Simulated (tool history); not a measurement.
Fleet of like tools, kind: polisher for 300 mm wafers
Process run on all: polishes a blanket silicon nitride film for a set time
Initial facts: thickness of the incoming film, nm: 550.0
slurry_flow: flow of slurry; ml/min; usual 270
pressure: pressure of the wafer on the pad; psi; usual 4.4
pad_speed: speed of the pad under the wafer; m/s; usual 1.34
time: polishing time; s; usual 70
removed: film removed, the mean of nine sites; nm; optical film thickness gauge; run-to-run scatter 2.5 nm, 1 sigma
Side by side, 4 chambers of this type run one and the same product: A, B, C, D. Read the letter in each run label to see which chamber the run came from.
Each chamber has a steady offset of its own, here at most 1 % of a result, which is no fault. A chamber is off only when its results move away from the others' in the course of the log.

run   hour  slurry_flow  pressure  pad_speed  time  wafers polished on this pad  hours since the slurry nozzle was cleaned  hours since the head pressure was calibrated  removed
 1D    4.5          270       4.4       1.34    70                          777                                       96.1                                         288.4   170.55
       4.7  -- chamber C: worn pad replaced by a new one
       8.2  -- chamber B: worn pad replaced by a new one
 2A   10.9          270       4.4       1.34    70                          369                                      272.6                                         273.7   169.05
 3B   16.6          270       4.4       1.34    70                          121                                      620.6                                          70.8   171.94
      20.8  -- chamber D: worn pad replaced by a new one
 4C   22.9          270       4.4       1.34    70                          263                                      284.9                                           376   171.83
 5A   27.2          270       4.4       1.34    70                          605                                      288.9                                           290   173.91
 6C   33.2          270       4.4       1.34    92                          412                                      295.2                                         386.3   223.41
      38.6  -- chamber C: head pressure recalibrated
 7D   39.3          270       4.4       1.34    92                          268                                      130.9                                         323.2   235.15
 8B   43.7          270       4.4       1.34    92                          513                                      647.7                                          97.9      228
 9D   48.2          270       4.4       1.34    92                          397                                      139.8                                         332.1   223.06
10A   53.2          270       4.4       1.34    70                          981                                      314.9                                           316   171.41
      58.7  -- chamber B: worn pad replaced by a new one
11C   58.7          270       4.4       1.34    70                          781                                      320.7                                          20.2   169.83
12B   62.5          270       4.4       1.34    70                           55                                      666.5                                         116.7   167.61
      66.1  -- chamber A: slurry nozzle cleaned
      68.2  -- chamber A: head pressure recalibrated
13D   68.7          270       4.4       1.34    70                          693                                      160.3                                         352.6   170.84
14C   76.1          270       4.4       1.34    70                         1033                                      338.1                                          37.6   167.64
15B   80.5          270       4.4       1.34    70                          315                                      684.5                                         134.7   169.61
16A   86.3          270       3.2       1.34    70                         1460                                       20.2                                          18.1   126.97
17B   93.1          270       3.2       1.34    70                          498                                      697.1                                         147.3   119.68
      94.2  -- chamber C: worn pad replaced by a new one
      94.4  -- chamber A: worn pad replaced by a new one
      95.3  -- chamber D: worn pad replaced by a new one
18D     98          270       3.2       1.34    70                           40                                      189.6                                         381.9      126
19C  101.7          270       3.2       1.34    70                          109                                      363.7                                          63.2   126.97
     107.3  -- chamber B: worn pad replaced by a new one
20A  107.4          270       4.4       1.34    70                          188                                       41.3                                          39.2   170.72
21C  110.7          270       4.4       1.34    70                          239                                      372.7                                          72.2   171.73
22A  113.9          310       4.4       1.34    78                          282                                       47.8                                          45.7   192.82
23B    118          310       4.4       1.34    78                          155                                        722                                         172.2   191.53
24D  124.4          310       4.4       1.34    78                          422                                        216                                         408.3   196.07
25A  131.4          310       4.4       1.34    78                          535                                       65.3                                          63.2   194.15
26B  137.6          270       4.4       1.34    70                          439                                      741.6                                         191.8   166.83
27D  142.6          270       4.4       1.34    70                          685                                      234.2                                         426.5   176.11
28C  146.7          320       3.7       1.34    70                          760                                      408.7                                         108.2   146.88
     148.4  -- chamber B: worn pad replaced by a new one
29B  150.8          320       3.7       1.34    70                           34                                      754.8                                           205   144.64
30C  154.1          320       3.7       1.34    70                          867                                      416.1                                         115.6   148.56
31D    158          320       3.7       1.34    70                          908                                      249.6                                         441.9   148.45
32A  165.3          270       4.4       1.34    70                         1026                                       99.2                                          97.1   172.26
33D  171.6          270       4.4       1.34    70                         1104                                      263.2                                         455.5   175.32
     171.7  -- chamber C: worn pad replaced by a new one
34C  177.5          360       4.4       1.34    70                           83                                      439.5                                           139   171.92
     179.9  -- chamber D: worn pad replaced by a new one
       183  -- chamber A: worn pad replaced by a new one
35A    183          360       4.4       1.34    70                            0                                      116.9                                         114.8   179.06
36B  187.1          360       4.4       1.34    70                          560                                      791.1                                         241.3    175.2
37C  191.8          360       4.4       1.34    70                          290                                      453.8                                         153.3    178.5
     192.1  -- chamber B: worn pad replaced by a new one
38D  195.3          270       4.4       1.04    70                          223                                      286.9                                         479.2   141.21
     200.6  -- chamber B: slurry nozzle cleaned
39A  202.6          270       4.4       1.04    70                          283                                      136.5                                         134.4   140.48
40B  208.9          270       4.4       1.04    70                          243                                        8.3                                         263.1   138.73
41A    213          270       4.4       1.04    70                          434                                      146.9                                         144.8   140.74
42B  219.2          270       4.4       1.34    70                          392                                       18.6                                         273.4   171.96
43D  223.3          270       4.4       1.34    70                          628                                      314.9                                         507.2   170.17

All 4 chambers run these settings next. Forecast each chamber's results:
44A  228.6          270       4.4       1.34    87                                                                                                                              ?
44B  228.6          270       4.4       1.34    87                                                                                                                              ?
44C  228.6          270       4.4       1.34    87                                                                                                                              ?
44D  228.6          270       4.4       1.34    87                                                                                                                              ?

run  removed
44A   212.99
44B   214.75
44C   210.51
44D   215.09

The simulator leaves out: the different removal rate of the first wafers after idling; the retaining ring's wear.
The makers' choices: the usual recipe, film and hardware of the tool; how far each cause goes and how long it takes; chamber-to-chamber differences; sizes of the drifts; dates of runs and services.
